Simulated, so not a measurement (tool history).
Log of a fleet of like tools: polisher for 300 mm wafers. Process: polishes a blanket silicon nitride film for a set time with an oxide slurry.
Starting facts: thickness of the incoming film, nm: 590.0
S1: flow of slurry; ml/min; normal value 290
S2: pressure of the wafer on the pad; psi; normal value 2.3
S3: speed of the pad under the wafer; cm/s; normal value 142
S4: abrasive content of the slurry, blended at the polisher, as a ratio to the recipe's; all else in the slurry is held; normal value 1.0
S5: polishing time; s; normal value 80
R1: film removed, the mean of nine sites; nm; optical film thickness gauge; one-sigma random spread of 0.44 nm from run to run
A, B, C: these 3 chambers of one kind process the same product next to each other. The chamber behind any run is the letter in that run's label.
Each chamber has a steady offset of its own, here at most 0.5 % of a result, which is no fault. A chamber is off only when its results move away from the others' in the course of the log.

run,hour,S1,S2,S3,S4,S5,R1
# hour 0.7: chamber B: conditioning disc replaced and pad reconditioned
1B,8.5,290,2.3,142,1.0,80,42.274
# hour 13.6: chamber B: worn pad replaced by a new one
2C,13.6,290,2.3,142,1.0,80,42.347
# hour 19.1: chamber C: worn pad replaced by a new one
3A,23.7,290,2.3,142,1.0,80,42.445
4B,31.2,290,2.3,142,1.0,80,41.807
5A,40.1,290,2.3,142,1.0,80,40.847
6C,49.0,290,2.3,142,1.0,80,42.579
# hour 53.7: chamber A: worn pad replaced by a new one
7C,57.7,290,2.3,142,1.2,62,35.722
8A,64.2,290,2.3,142,1.2,62,34.561
# hour 68.6: chamber C: slurry nozzle cleaned
9B,69.2,290,2.3,142,1.2,62,34.960
# hour 71.8: chamber C: head pressure recalibrated
10C,76.9,290,2.3,142,1.0,80,42.516
# hour 77.6: chamber C: worn pad replaced by a new one
# hour 82.0: chamber A: conditioning disc replaced and pad reconditioned
11A,85.7,290,2.3,94,1.0,80,29.790
12B,91.4,290,2.3,94,1.0,80,30.582
13B,97.3,290,2.3,94,1.0,80,30.489
14C,106.7,290,2.3,142,1.0,80,42.824
# hour 108.2: chamber B: worn pad replaced by a new one
15A,112.7,290,2.3,142,1.0,80,39.610
16A,119.7,290,2.3,142,1.0,80,39.465
# hour 120.1: chamber A: slurry blender recalibrated
17C,125.3,290,2.3,142,1.0,80,43.281
# hour 128.9: chamber C: worn pad replaced by a new one
18B,134.2,290,2.3,142,1.0,80,42.069
19A,139.5,290,2.3,142,1.0,80,39.350
20B,147.0,290,2.3,142,1.0,80,42.507
# hour 150.2: chamber C: slurry blender recalibrated
21C,156.4,290,2.3,142,1.0,80,43.058
22A,163.9,290,2.3,142,1.0,80,38.981
# hour 164.8: chamber A: worn pad replaced by a new one
23C,173.7,290,2.3,142,1.0,80,42.418
# hour 177.4: chamber C: conditioning disc replaced and pad reconditioned
24B,180.9,290,2.3,104,1.1,80,34.682
25C,186.6,290,2.3,104,1.1,80,34.681
26A,196.7,290,2.3,104,1.1,80,30.595
# hour 200.6: chamber B: worn pad replaced by a new one
27B,203.6,290,2.3,142,1.0,80,41.753

Next, all 3 chambers run the settings below, one line each with question marks for the results. What does each chamber give?
28A,210.9,290,2.3,142,1.0,80,?
28B,210.9,290,2.3,142,1.0,80,?
28C,210.9,290,2.3,142,1.0,80,?

run,R1
28A,37.178
28B,42.716
28C,42.927
